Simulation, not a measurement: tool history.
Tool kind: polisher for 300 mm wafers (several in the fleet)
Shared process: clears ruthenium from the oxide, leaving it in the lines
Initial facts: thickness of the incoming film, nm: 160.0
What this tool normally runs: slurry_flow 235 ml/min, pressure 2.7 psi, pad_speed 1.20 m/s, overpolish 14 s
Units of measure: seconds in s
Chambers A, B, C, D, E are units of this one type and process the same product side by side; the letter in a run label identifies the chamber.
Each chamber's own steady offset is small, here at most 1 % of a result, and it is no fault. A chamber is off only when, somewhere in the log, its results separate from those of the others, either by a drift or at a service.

run	hour	slurry_flow	pressure	pad_speed	overpolish	wafers polished on this pad	hours since the slurry nozzle was cleaned	hours since the head pressure was calibrated	seconds
1C	16.2	235	2.7	1.20	14	410	23.8	308.3	87.324
# hour 18.3: chamber A: worn pad replaced by a new one
2A	28.9	235	2.7	1.20	14	99	589.4	674.6	87.077
# hour 33.3: chamber D: slurry nozzle cleaned
# hour 36.1: chamber A: head pressure recalibrated
3B	37.5	235	2.7	1.20	14	776	69.9	425.2	88.210
# hour 48.9: chamber D: worn pad replaced by a new one
4E	51.7	235	2.7	1.20	14	632	83.5	81.1	86.471
5D	65.7	235	2.7	1.20	14	157	32.5	183.8	88.773
# hour 67.3: chamber C: worn pad replaced by a new one
6C	73.7	305	2.7	1.40	14	60	81.3	365.8	71.511
# hour 81.9: chamber E: worn pad replaced by a new one
7B	89.6	305	2.7	1.40	14	1263	122.0	477.3	73.090
8A	101.9	305	2.7	1.40	14	780	662.4	65.9	73.472
9D	110.3	305	2.7	1.40	14	573	77.1	228.4	72.409
10E	120.1	305	2.7	1.40	14	356	151.9	149.5	72.997
11B	133.8	235	2.7	1.20	14	1675	166.2	521.5	89.331
12E	144.8	235	2.7	1.20	14	587	176.6	174.2	85.457
# hour 148.1: chamber D: worn pad replaced by a new one
13C	155.4	235	2.0	0.94	14	822	163.0	447.5	149.500
# hour 163.8: chamber C: worn pad replaced by a new one
14A	171.9	235	2.0	0.94	14	1433	732.4	135.9	154.580
# hour 176.4: chamber E: worn pad replaced by a new one
# hour 177.4: chamber A: worn pad replaced by a new one
15D	187.5	235	2.0	0.94	14	367	154.3	305.6	149.330
16D	195.8	235	2.0	0.94	14	445	162.6	313.9	151.090
17B	204.3	235	2.0	0.94	14	2333	236.7	592.0	150.380
# hour 204.4: chamber A: slurry nozzle cleaned
18A	220.3	235	2.7	1.20	14	401	16.0	184.3	86.855
19E	234.7	235	2.7	1.20	9	544	266.5	264.1	87.251
# hour 241.5: chamber D: worn pad replaced by a new one
20C	249.2	235	2.7	1.20	9	797	256.8	541.3	87.375
21A	257.0	235	2.7	1.20	9	743	52.7	221.0	88.466
# hour 258.9: chamber C: worn pad replaced by a new one
# hour 266.5: chamber E: worn pad replaced by a new one
22D	267.3	235	2.7	1.20	9	241	234.1	385.4	86.093
# hour 268.1: chamber E: head pressure recalibrated
23B	274.5	235	2.7	1.20	9	2988	306.9	662.2	90.228
# hour 283.2: chamber D: head pressure recalibrated
24E	287.8	235	2.7	1.44	11	198	319.6	19.8	71.380
# hour 289.6: chamber B: head pressure recalibrated
# hour 295.4: chamber D: slurry nozzle cleaned
25C	297.7	235	2.7	1.44	11	362	305.3	589.8	73.207
26B	305.9	235	2.7	1.44	11	3281	338.3	16.4	75.882
27A	318.8	235	2.7	1.44	11	1320	114.5	282.8	72.326
# hour 319.1: chamber A: worn pad replaced by a new one
28D	329.1	235	2.7	1.44	11	818	33.8	45.9	72.003
# hour 331.9: chamber D: worn pad replaced by a new one
# hour 337.2: chamber C: worn pad replaced by a new one
29C	345.3	235	2.7	1.20	14	76	352.9	637.4	87.888
# hour 345.8: chamber E: worn pad replaced by a new one
# hour 360.7: chamber C: slurry nozzle cleaned
30E	361.7	235	2.7	1.60	18	149	393.5	93.7	65.292
31D	374.6	235	2.7	1.60	18	399	79.3	91.4	65.958
32A	383.3	235	2.7	1.60	18	599	179.0	347.3	66.251
33E	398.6	235	2.7	1.60	18	493	430.4	130.6	64.680
34C	411.3	235	2.7	1.60	18	691	50.6	703.4	66.806
35B	420.2	235	2.7	1.20	14	4347	452.6	130.7	96.339
# hour 429.3: chamber E: worn pad replaced by a new one
36E	430.0	285	2.7	1.20	14	6	461.8	162.0	83.723
# hour 433.8: chamber C: worn pad replaced by a new one
37C	444.9	285	2.7	1.20	14	104	84.2	737.0	85.598

Has any chamber moved away from the others, gradually or after a service, or does the common gauge drift, or do the chambers differ only by their own small steady offsets? State the chamber and the most likely cause if one applies.

Chamber B drifts away from the others.
Most likely cause: removal rate lost through wear of the pad, % = 8.25.
The log might look much the same if the cause were instead: slurry flow missing at the pad, %.

Which of the 4 candidates below, each the usual settings with something changed and its results left as question marks, puts chamber B back in line with what the other chambers give on the usual settings?
Counts as in line when no further than this from what the other chambers average on the usual settings: seconds 3.000 s
38B-1	456.9	235	2.8	1.20	14				?
38B-2	456.9	235	2.6	1.20	14				?
38B-3	456.9	140	2.7	1.20	14				?
38B-4	456.9	235	2.8	1.26	14				?

Mean of the other chambers on the usual settings: seconds 87.483 s
run	seconds
38B-1	92.223
38B-2	99.225
38B-3	103.720
38B-4	87.875
The answer is 38B-4, which returns the chamber to within the allowed miss of the others.

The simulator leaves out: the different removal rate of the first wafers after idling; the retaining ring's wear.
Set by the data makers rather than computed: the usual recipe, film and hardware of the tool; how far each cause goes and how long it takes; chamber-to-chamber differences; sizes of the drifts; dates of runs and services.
